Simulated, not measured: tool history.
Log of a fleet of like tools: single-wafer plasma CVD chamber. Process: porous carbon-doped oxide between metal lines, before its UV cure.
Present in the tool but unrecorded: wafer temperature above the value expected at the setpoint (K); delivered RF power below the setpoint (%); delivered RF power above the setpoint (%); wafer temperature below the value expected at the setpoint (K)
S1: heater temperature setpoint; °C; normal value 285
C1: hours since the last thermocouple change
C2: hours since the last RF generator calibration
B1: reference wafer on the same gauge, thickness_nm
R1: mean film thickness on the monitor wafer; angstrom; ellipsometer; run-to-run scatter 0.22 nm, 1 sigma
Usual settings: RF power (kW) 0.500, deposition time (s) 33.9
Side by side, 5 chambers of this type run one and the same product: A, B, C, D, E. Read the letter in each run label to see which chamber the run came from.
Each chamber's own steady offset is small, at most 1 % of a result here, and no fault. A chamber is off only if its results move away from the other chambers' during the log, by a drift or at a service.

{"run": "1A", "hour": 11.2, "S1": 285, "RF power (kW)": 0.5, "deposition time (s)": 33.9, "C1": 1367.6, "C2": 391.7, "B1": 174.02, "R1": 2013.5}
{"run": "2E", "hour": 19.7, "S1": 285, "RF power (kW)": 0.5, "deposition time (s)": 33.9, "C1": 902.4, "C2": 406.9, "B1": 174.02, "R1": 1981.0}
{"hour": 30.6, "done": "chamber D: RF generator calibrated"}
{"run": "3D", "hour": 34.0, "S1": 285, "RF power (kW)": 0.5, "deposition time (s)": 33.9, "C1": 941.8, "C2": 3.4, "B1": 174.05, "R1": 1997.0}
{"hour": 47.1, "done": "chamber B: thermocouple changed; heater temperature recalibrated"}
{"run": "4C", "hour": 50.2, "S1": 285, "RF power (kW)": 0.5, "deposition time (s)": 33.9, "C1": 472.3, "C2": 1848.9, "B1": 174.02, "R1": 1989.3}
{"run": "5B", "hour": 59.5, "S1": 285, "RF power (kW)": 0.5, "deposition time (s)": 33.9, "C1": 12.4, "C2": 1720.4, "B1": 174.05, "R1": 1997.7}
{"run": "6D", "hour": 69.1, "S1": 285, "RF power (kW)": 0.5, "deposition time (s)": 33.9, "C1": 976.9, "C2": 38.5, "B1": 174.1, "R1": 1996.0}
{"run": "7A", "hour": 80.3, "S1": 277, "RF power (kW)": 0.5, "deposition time (s)": 33.9, "C1": 1436.7, "C2": 460.8, "B1": 174.15, "R1": 2118.8}
{"run": "8E", "hour": 88.6, "S1": 277, "RF power (kW)": 0.5, "deposition time (s)": 33.9, "C1": 971.3, "C2": 475.8, "B1": 174.13, "R1": 2085.8}
{"run": "9C", "hour": 100.9, "S1": 277, "RF power (kW)": 0.5, "deposition time (s)": 33.9, "C1": 523.0, "C2": 1899.6, "B1": 174.18, "R1": 2094.1}
{"run": "10B", "hour": 108.8, "S1": 277, "RF power (kW)": 0.5, "deposition time (s)": 33.9, "C1": 61.7, "C2": 1769.7, "B1": 174.18, "R1": 2104.5}
{"run": "11C", "hour": 122.8, "S1": 277, "RF power (kW)": 0.5, "deposition time (s)": 33.9, "C1": 544.9, "C2": 1921.5, "B1": 174.19, "R1": 2095.5}
{"run": "12A", "hour": 134.3, "S1": 285, "RF power (kW)": 0.5, "deposition time (s)": 33.9, "C1": 1490.7, "C2": 514.8, "B1": 174.24, "R1": 2012.2}
{"run": "13D", "hour": 147.0, "S1": 285, "RF power (kW)": 0.5, "deposition time (s)": 33.9, "C1": 1054.8, "C2": 116.4, "B1": 174.25, "R1": 1998.1}
{"run": "14B", "hour": 161.6, "S1": 285, "RF power (kW)": 0.5, "deposition time (s)": 33.9, "C1": 114.5, "C2": 1822.5, "B1": 174.25, "R1": 2000.3}
{"run": "15E", "hour": 170.1, "S1": 285, "RF power (kW)": 0.5, "deposition time (s)": 33.9, "C1": 1052.8, "C2": 557.3, "B1": 174.28, "R1": 1983.3}
{"run": "16B", "hour": 180.0, "S1": 285, "RF power (kW)": 0.5, "deposition time (s)": 33.9, "C1": 132.9, "C2": 1840.9, "B1": 174.32, "R1": 1998.6}
{"run": "17C", "hour": 194.6, "S1": 285, "RF power (kW)": 0.5, "deposition time (s)": 33.9, "C1": 616.7, "C2": 1993.3, "B1": 174.35, "R1": 1989.7}
{"run": "18E", "hour": 206.4, "S1": 285, "RF power (kW)": 0.5, "deposition time (s)": 33.9, "C1": 1089.1, "C2": 593.6, "B1": 174.29, "R1": 1987.9}
{"run": "19D", "hour": 221.5, "S1": 285, "RF power (kW)": 0.5, "deposition time (s)": 33.9, "C1": 1129.3, "C2": 190.9, "B1": 174.35, "R1": 2000.9}
{"run": "20A", "hour": 235.0, "S1": 285, "RF power (kW)": 0.5, "deposition time (s)": 33.9, "C1": 1591.4, "C2": 615.5, "B1": 174.38, "R1": 2014.5}
{"run": "21D", "hour": 246.9, "S1": 285, "RF power (kW)": 0.545, "deposition time (s)": 33.9, "C1": 1154.7, "C2": 216.3, "B1": 174.44, "R1": 2117.1}
{"run": "22E", "hour": 254.3, "S1": 285, "RF power (kW)": 0.545, "deposition time (s)": 33.9, "C1": 1137.0, "C2": 641.5, "B1": 174.42, "R1": 2105.9}
{"run": "23A", "hour": 268.2, "S1": 285, "RF power (kW)": 0.545, "deposition time (s)": 33.9, "C1": 1624.6, "C2": 648.7, "B1": 174.42, "R1": 2133.5}
{"run": "24B", "hour": 284.2, "S1": 285, "RF power (kW)": 0.545, "deposition time (s)": 33.9, "C1": 237.1, "C2": 1945.1, "B1": 174.41, "R1": 2119.0}
{"run": "25C", "hour": 300.4, "S1": 285, "RF power (kW)": 0.545, "deposition time (s)": 33.9, "C1": 722.5, "C2": 2099.1, "B1": 174.46, "R1": 2110.7}
{"run": "26C", "hour": 311.4, "S1": 285, "RF power (kW)": 0.5, "deposition time (s)": 33.9, "C1": 733.5, "C2": 2110.1, "B1": 174.49, "R1": 1993.4}
{"run": "27A", "hour": 323.0, "S1": 285, "RF power (kW)": 0.5, "deposition time (s)": 33.9, "C1": 1679.4, "C2": 703.5, "B1": 174.48, "R1": 2018.2}
{"run": "28D", "hour": 331.4, "S1": 285, "RF power (kW)": 0.5, "deposition time (s)": 33.9, "C1": 1239.2, "C2": 300.8, "B1": 174.49, "R1": 2004.6}
{"run": "29E", "hour": 346.9, "S1": 274, "RF power (kW)": 0.5, "deposition time (s)": 39.5, "C1": 1229.6, "C2": 734.1, "B1": 174.57, "R1": 2469.4}
{"run": "30B", "hour": 357.6, "S1": 274, "RF power (kW)": 0.5, "deposition time (s)": 39.5, "C1": 310.5, "C2": 2018.5, "B1": 174.61, "R1": 2490.4}
{"run": "31A", "hour": 372.8, "S1": 274, "RF power (kW)": 0.5, "deposition time (s)": 39.5, "C1": 1729.2, "C2": 753.3, "B1": 174.6, "R1": 2510.3}
{"run": "32C", "hour": 383.5, "S1": 274, "RF power (kW)": 0.5, "deposition time (s)": 39.5, "C1": 805.6, "C2": 2182.2, "B1": 174.57, "R1": 2483.7}
{"run": "33B", "hour": 392.9, "S1": 274, "RF power (kW)": 0.5, "deposition time (s)": 39.5, "C1": 345.8, "C2": 2053.8, "B1": 174.58, "R1": 2486.1}
{"run": "34D", "hour": 407.5, "S1": 285, "RF power (kW)": 0.5, "deposition time (s)": 33.9, "C1": 1315.3, "C2": 376.9, "B1": 174.7, "R1": 2004.6}
{"hour": 414.6, "done": "chamber A: thermocouple changed; heater temperature recalibrated"}
{"run": "35E", "hour": 421.3, "S1": 285, "RF power (kW)": 0.5, "deposition time (s)": 33.9, "C1": 1304.0, "C2": 808.5, "B1": 174.65, "R1": 1985.8}
{"run": "36B", "hour": 433.0, "S1": 285, "RF power (kW)": 0.5, "deposition time (s)": 33.9, "C1": 385.9, "C2": 2093.9, "B1": 174.69, "R1": 2007.1}
{"run": "37C", "hour": 442.6, "S1": 285, "RF power (kW)": 0.5, "deposition time (s)": 33.9, "C1": 864.7, "C2": 2241.3, "B1": 174.67, "R1": 1998.9}
{"run": "38A", "hour": 449.9, "S1": 285, "RF power (kW)": 0.5, "deposition time (s)": 33.9, "C1": 35.3, "C2": 830.4, "B1": 174.67, "R1": 2018.1}
{"run": "39E", "hour": 466.2, "S1": 285, "RF power (kW)": 0.5, "deposition time (s)": 33.9, "C1": 1348.9, "C2": 853.4, "B1": 174.71, "R1": 1990.6}
{"run": "40D", "hour": 473.2, "S1": 285, "RF power (kW)": 0.5, "deposition time (s)": 33.9, "C1": 1381.0, "C2": 442.6, "B1": 174.75, "R1": 2005.2}
{"run": "41C", "hour": 484.3, "S1": 285, "RF power (kW)": 0.5, "deposition time (s)": 33.9, "C1": 906.4, "C2": 2283.0, "B1": 174.75, "R1": 2000.3}
{"run": "42B", "hour": 491.3, "S1": 285, "RF power (kW)": 0.5, "deposition time (s)": 33.9, "C1": 444.2, "C2": 2152.2, "B1": 174.71, "R1": 2000.0}
{"hour": 493.7, "done": "chamber E: RF generator calibrated"}
{"run": "43E", "hour": 498.5, "S1": 285, "RF power (kW)": 0.5, "deposition time (s)": 33.9, "C1": 1381.2, "C2": 4.8, "B1": 174.76, "R1": 1992.7}

The same settings go to every chamber for the next run, one line per chamber below. Forecast the results for each:
{"run": "44A", "hour": 510.2, "S1": 285, "RF power (kW)": 0.425, "deposition time (s)": 33.9, "R1": "?"}
{"run": "44B", "hour": 510.2, "S1": 285, "RF power (kW)": 0.425, "deposition time (s)": 33.9, "R1": "?"}
{"run": "44C", "hour": 510.2, "S1": 285, "RF power (kW)": 0.425, "deposition time (s)": 33.9, "R1": "?"}
{"run": "44D", "hour": 510.2, "S1": 285, "RF power (kW)": 0.425, "deposition time (s)": 33.9, "R1": "?"}
{"run": "44E", "hour": 510.2, "S1": 285, "RF power (kW)": 0.425, "deposition time (s)": 33.9, "R1": "?"}

run=44A R1=1800.4
run=44B R1=1781.5
run=44C R1=1776.8
run=44D R1=1782.8
run=44E R1=1775.2
